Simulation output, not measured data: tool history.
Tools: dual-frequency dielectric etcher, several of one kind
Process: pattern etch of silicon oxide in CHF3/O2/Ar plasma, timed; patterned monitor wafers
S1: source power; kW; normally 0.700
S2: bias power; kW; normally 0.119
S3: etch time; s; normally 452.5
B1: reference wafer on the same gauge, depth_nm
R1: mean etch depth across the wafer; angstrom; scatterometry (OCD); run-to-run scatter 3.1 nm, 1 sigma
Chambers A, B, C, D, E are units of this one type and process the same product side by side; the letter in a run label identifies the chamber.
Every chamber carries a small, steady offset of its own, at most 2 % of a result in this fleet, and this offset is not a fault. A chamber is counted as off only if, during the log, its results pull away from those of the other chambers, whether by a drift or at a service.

{"run": "1C", "hour": 4.9, "S1": 0.7, "S2": 0.119, "S3": 452.5, "B1": 705.97, "R1": 8397.5}
{"run": "2D", "hour": 12.4, "S1": 0.7, "S2": 0.119, "S3": 452.5, "B1": 705.77, "R1": 8229.9}
{"hour": 12.9, "done": "chamber A: wet clean of the chamber"}
{"run": "3A", "hour": 20.6, "S1": 0.7, "S2": 0.119, "S3": 452.5, "B1": 705.82, "R1": 8461.4}
{"run": "4E", "hour": 26.4, "S1": 0.7, "S2": 0.119, "S3": 452.5, "B1": 706.34, "R1": 8320.5}
{"run": "5B", "hour": 33.1, "S1": 0.7, "S2": 0.119, "S3": 452.5, "B1": 706.24, "R1": 8407.6}
{"run": "6D", "hour": 41.5, "S1": 0.7, "S2": 0.119, "S3": 337.5, "B1": 706.32, "R1": 6126.6}
{"run": "7C", "hour": 48.6, "S1": 0.7, "S2": 0.119, "S3": 337.5, "B1": 706.05, "R1": 6270.1}
{"run": "8E", "hour": 55.6, "S1": 0.7, "S2": 0.119, "S3": 337.5, "B1": 705.61, "R1": 6223.2}
{"run": "9A", "hour": 62.2, "S1": 0.7, "S2": 0.119, "S3": 337.5, "B1": 706.01, "R1": 6302.8}
{"run": "10B", "hour": 66.6, "S1": 0.7, "S2": 0.119, "S3": 337.5, "B1": 705.76, "R1": 6238.9}
{"run": "11D", "hour": 73.9, "S1": 0.7, "S2": 0.119, "S3": 452.5, "B1": 705.68, "R1": 8237.0}
{"run": "12C", "hour": 80.8, "S1": 0.7, "S2": 0.119, "S3": 452.5, "B1": 705.44, "R1": 8395.2}
{"run": "13B", "hour": 85.1, "S1": 0.7, "S2": 0.119, "S3": 452.5, "B1": 706.02, "R1": 8279.6}
{"run": "14A", "hour": 91.0, "S1": 0.7, "S2": 0.119, "S3": 452.5, "B1": 705.9, "R1": 8474.2}
{"run": "15E", "hour": 97.7, "S1": 0.7, "S2": 0.119, "S3": 452.5, "B1": 706.11, "R1": 8314.8}
{"run": "16A", "hour": 102.0, "S1": 0.7, "S2": 0.119, "S3": 452.5, "B1": 706.1, "R1": 8442.0}
{"run": "17B", "hour": 106.3, "S1": 0.7, "S2": 0.119, "S3": 452.5, "B1": 705.98, "R1": 8354.2}
{"run": "18E", "hour": 110.9, "S1": 0.7, "S2": 0.119, "S3": 452.5, "B1": 705.64, "R1": 8333.0}
{"run": "19D", "hour": 117.4, "S1": 0.7, "S2": 0.119, "S3": 452.5, "B1": 705.79, "R1": 8125.5}
{"run": "20C", "hour": 123.2, "S1": 0.7, "S2": 0.119, "S3": 452.5, "B1": 705.65, "R1": 8454.0}
{"run": "21E", "hour": 129.4, "S1": 0.7, "S2": 0.119, "S3": 452.5, "B1": 706.43, "R1": 8334.2}
{"run": "22B", "hour": 138.0, "S1": 0.7, "S2": 0.119, "S3": 452.5, "B1": 704.96, "R1": 8396.9}
{"run": "23C", "hour": 146.6, "S1": 0.7, "S2": 0.119, "S3": 452.5, "B1": 706.21, "R1": 8409.1}
{"run": "24D", "hour": 155.0, "S1": 0.7, "S2": 0.119, "S3": 452.5, "B1": 705.81, "R1": 8014.9}
{"run": "25A", "hour": 163.2, "S1": 0.7, "S2": 0.119, "S3": 452.5, "B1": 706.07, "R1": 8477.2}
{"run": "26C", "hour": 170.2, "S1": 0.7, "S2": 0.119, "S3": 452.5, "B1": 706.12, "R1": 8387.3}
{"run": "27E", "hour": 175.2, "S1": 0.7, "S2": 0.119, "S3": 452.5, "B1": 705.9, "R1": 8302.3}
{"run": "28A", "hour": 183.6, "S1": 0.7, "S2": 0.119, "S3": 452.5, "B1": 706.02, "R1": 8444.9}
{"run": "29D", "hour": 190.9, "S1": 0.7, "S2": 0.119, "S3": 452.5, "B1": 706.17, "R1": 7888.3}
{"run": "30B", "hour": 198.3, "S1": 0.7, "S2": 0.119, "S3": 452.5, "B1": 706.97, "R1": 8368.4}

The same settings go to every chamber for the next run, one line per chamber below. Forecast the results for each:
{"run": "31A", "hour": 204.5, "S1": 0.7, "S2": 0.119, "S3": 452.5, "R1": "?"}
{"run": "31B", "hour": 204.5, "S1": 0.7, "S2": 0.119, "S3": 452.5, "R1": "?"}
{"run": "31C", "hour": 204.5, "S1": 0.7, "S2": 0.119, "S3": 452.5, "R1": "?"}
{"run": "31D", "hour": 204.5, "S1": 0.7, "S2": 0.119, "S3": 452.5, "R1": "?"}
{"run": "31E", "hour": 204.5, "S1": 0.7, "S2": 0.119, "S3": 452.5, "R1": "?"}

run=31A R1=8454.4
run=31B R1=8378.2
run=31C R1=8376.7
run=31D R1=7832.8
run=31E R1=8382.7
